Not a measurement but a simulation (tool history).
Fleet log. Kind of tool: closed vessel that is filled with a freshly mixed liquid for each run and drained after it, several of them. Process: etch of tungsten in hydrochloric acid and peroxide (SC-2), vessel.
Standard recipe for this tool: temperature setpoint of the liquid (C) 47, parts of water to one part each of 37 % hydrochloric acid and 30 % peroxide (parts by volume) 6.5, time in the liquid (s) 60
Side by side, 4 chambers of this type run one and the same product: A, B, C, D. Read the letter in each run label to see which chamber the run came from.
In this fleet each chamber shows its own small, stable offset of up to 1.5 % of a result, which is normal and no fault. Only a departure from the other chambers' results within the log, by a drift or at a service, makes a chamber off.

run,hour,temperature setpoint of the liquid (C),parts of water to one part each of 37 % hydrochloric acid and 30 % peroxide (parts by volume),time in the liquid (s),hours since the thermometer was replaced,hours since the chemicals flow meter was replaced,hours since the drum of peroxide was connected,"read-back film thickness of the tungsten reference wafer, read on the same gauge (nm)",thickness taken off the tungsten on a monitor wafer (Å)
1C,10.5,47,6.5,60,195.6,142.3,197.0,50.008,190.99
2B,21.0,47,6.5,60,1564.6,71.1,400.4,49.997,192.29
3A,32.2,47,6.5,60,623.2,1019.3,342.8,50.030,193.78
4D,45.5,47,6.5,60,157.8,210.0,494.0,49.989,192.18
5C,57.2,47,6.5,60,242.3,189.0,243.7,49.985,191.29
6D,64.5,47,6.5,60,176.8,229.0,513.0,50.006,190.90
7B,77.2,47,6.5,60,1620.8,127.3,456.6,50.009,192.31
8A,87.2,47,6.5,60,678.2,1074.3,397.8,50.020,194.37
9B,101.8,47,6.5,60,1645.4,151.9,481.2,49.991,193.25
10D,110.2,47,6.5,60,222.5,274.7,558.7,49.987,191.80
11A,124.0,47,6.5,60,715.0,1111.1,434.6,49.982,194.20
12C,138.0,47,6.5,60,323.1,269.8,324.5,49.989,190.09
13B,153.2,47,6.5,60,1696.8,203.3,532.6,50.037,193.22
14D,164.0,47,6.5,60,276.3,328.5,612.5,50.013,192.00
# hour 169.7: chamber A: new drum of peroxide connected
15A,174.1,47,6.5,60,765.1,1161.2,4.5,49.998,194.16
16C,188.5,47,6.5,60,373.6,320.3,375.0,49.995,189.17
17A,202.5,47,6.5,60,793.5,1189.6,32.9,49.975,193.30
18C,211.8,47,6.5,60,396.9,343.6,398.3,49.977,188.29
19B,219.3,47,6.5,85,1762.9,269.4,598.7,50.040,273.80
20D,227.2,47,6.5,85,339.5,391.7,675.7,50.024,272.32
21D,238.4,47,6.5,85,350.7,402.9,686.9,49.980,272.18
22B,251.7,47,6.5,85,1795.3,301.8,631.1,49.989,273.42
23C,263.3,47,6.5,60,448.4,395.1,449.8,50.005,186.27
24A,270.9,47,6.5,60,861.9,1258.0,101.3,49.956,193.08
25B,280.0,47,6.5,60,1823.6,330.1,659.4,49.987,194.12
26D,293.1,47,6.5,60,405.4,457.6,741.6,50.005,192.55
27A,302.6,47,6.5,60,893.6,1289.7,133.0,49.961,193.36
28C,315.2,47,6.5,35,500.3,447.0,501.7,49.979,109.10

For the next run the whole fleet of 4 chambers uses the same settings. Give each chamber's results:
29A,326.3,47,6.5,60,,,,,?
29B,326.3,47,6.5,60,,,,,?
29C,326.3,47,6.5,60,,,,,?
29D,326.3,47,6.5,60,,,,,?

run,thickness taken off the tungsten on a monitor wafer (Å)
29A,193.25
29B,192.18
29C,186.36
29D,192.47

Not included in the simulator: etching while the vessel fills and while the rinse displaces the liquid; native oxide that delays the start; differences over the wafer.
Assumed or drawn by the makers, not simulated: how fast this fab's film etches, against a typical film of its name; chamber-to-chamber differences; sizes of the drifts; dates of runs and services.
